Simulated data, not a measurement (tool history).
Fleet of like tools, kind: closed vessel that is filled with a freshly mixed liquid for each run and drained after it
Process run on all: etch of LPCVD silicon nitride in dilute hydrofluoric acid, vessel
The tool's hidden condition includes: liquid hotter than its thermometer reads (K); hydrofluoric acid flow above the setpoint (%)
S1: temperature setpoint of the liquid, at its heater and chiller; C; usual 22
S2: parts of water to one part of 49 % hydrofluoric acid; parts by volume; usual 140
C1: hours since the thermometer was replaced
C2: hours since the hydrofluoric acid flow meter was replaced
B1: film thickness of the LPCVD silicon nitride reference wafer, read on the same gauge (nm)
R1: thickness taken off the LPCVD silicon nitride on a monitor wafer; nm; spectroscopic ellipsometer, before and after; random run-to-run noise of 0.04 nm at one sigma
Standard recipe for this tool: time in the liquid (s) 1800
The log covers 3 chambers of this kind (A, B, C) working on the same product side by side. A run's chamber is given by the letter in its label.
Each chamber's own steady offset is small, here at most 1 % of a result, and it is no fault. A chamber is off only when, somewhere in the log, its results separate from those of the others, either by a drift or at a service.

Run 1A, hour 5.3: usual settings; C1 409.3; C2 1217; B1 60.028. Result: R1 5.431 nm.
Run 2B, hour 10.3: usual settings; C1 1542.9; C2 131.3; B1 59.955. Result: R1 5.4913 nm.
Run 3C, hour 13.3: usual settings; C1 91.5; C2 940.2; B1 60.012. Result: R1 5.4789 nm.
Run 4C, hour 18.3: usual settings; C1 96.5; C2 945.2; B1 60.023. Result: R1 5.4729 nm.
Run 5A, hour 21.7: usual settings; C1 425.7; C2 1233.4; B1 59.995. Result: R1 5.4323 nm.
Run 6B, hour 24.7: usual settings; C1 1557.3; C2 145.7; B1 59.975. Result: R1 5.5084 nm.
Run 7A, hour 27.6: usual settings; C1 431.6; C2 1239.3; B1 59.926. Result: R1 5.4736 nm.
Run 8B, hour 33.5: usual settings; C1 1566.1; C2 154.5; B1 59.966. Result: R1 5.5282 nm.
At hour 37.4: chamber C: hydrofluoric acid flow meter replaced.
Run 9C, hour 38.9: usual settings; C1 117.1; C2 1.5; B1 60.031. Result: R1 5.46 nm.
Run 10C, hour 44.5: usual settings; C1 122.7; C2 7.1; B1 59.998. Result: R1 5.4674 nm.
Run 11B, hour 49.1: usual settings but S1 25 C, time in the liquid (s) 865; C1 1581.7; C2 170.1; B1 59.984. Result: R1 3.1798 nm.
Run 12A, hour 52.2: usual settings but S1 25 C, time in the liquid (s) 865; C1 456.2; C2 1263.9; B1 60.017. Result: R1 3.2266 nm.
Run 13C, hour 55.1: usual settings but S1 25 C, time in the liquid (s) 865; C1 133.3; C2 17.7; B1 59.958. Result: R1 3.1677 nm.
Run 14A, hour 59.2: usual settings; C1 463.2; C2 1270.9; B1 60.014. Result: R1 5.4975 nm.
Run 15B, hour 63.6: usual settings; C1 1596.2; C2 184.6; B1 59.978. Result: R1 5.5153 nm.
Run 16C, hour 67.6: usual settings; C1 145.8; C2 30.2; B1 60.021. Result: R1 5.4725 nm.
Run 17A, hour 71: usual settings; C1 475; C2 1282.7; B1 60.035. Result: R1 5.4411 nm.
Run 18B, hour 77.4: usual settings but S2 85 parts by volume, time in the liquid (s) 2620; C1 1610; C2 198.4; B1 59.987. Result: R1 13.382 nm.
Run 19B, hour 81.5: usual settings but S2 85 parts by volume, time in the liquid (s) 2620; C1 1614.1; C2 202.5; B1 60.009. Result: R1 13.744 nm.
Run 20A, hour 87.3: usual settings but S2 85 parts by volume, time in the liquid (s) 2620; C1 491.3; C2 1299; B1 59.971. Result: R1 13.074 nm.
Run 21C, hour 93.2: usual settings; C1 171.4; C2 55.8; B1 60.017. Result: R1 5.3752 nm.
Run 22A, hour 97.1: usual settings; C1 501.1; C2 1308.8; B1 60.009. Result: R1 5.418 nm.
Run 23B, hour 102.6: usual settings; C1 1635.2; C2 223.6; B1 59.97. Result: R1 5.796 nm.
Run 24C, hour 109.1: usual settings; C1 187.3; C2 71.7; B1 59.968. Result: R1 5.4692 nm.
Run 25B, hour 112: usual settings; C1 1644.6; C2 233; B1 60.006. Result: R1 5.8466 nm.
Run 26A, hour 118.1: usual settings; C1 522.1; C2 1329.8; B1 59.955. Result: R1 5.5058 nm.
Run 27C, hour 121.4: usual settings; C1 199.6; C2 84; B1 59.996. Result: R1 5.4403 nm.
Run 28B, hour 127.3: usual settings; C1 1659.9; C2 248.3; B1 60.003. Result: R1 5.975 nm.
Run 29A, hour 132.4: usual settings but S2 80 parts by volume; C1 536.4; C2 1344.1; B1 60.015. Result: R1 9.4133 nm.

Predict what each chamber gives when all 3 of them run the settings below next.
Run 30A, hour 137: usual settings but time in the liquid (s) 2760. Result: R1 ?.
Run 30B, hour 137: usual settings but time in the liquid (s) 2760. Result: R1 ?.
Run 30C, hour 137: usual settings but time in the liquid (s) 2760. Result: R1 ?.

run      R1
30A  8.3229
30B  9.1795
30C  8.3774
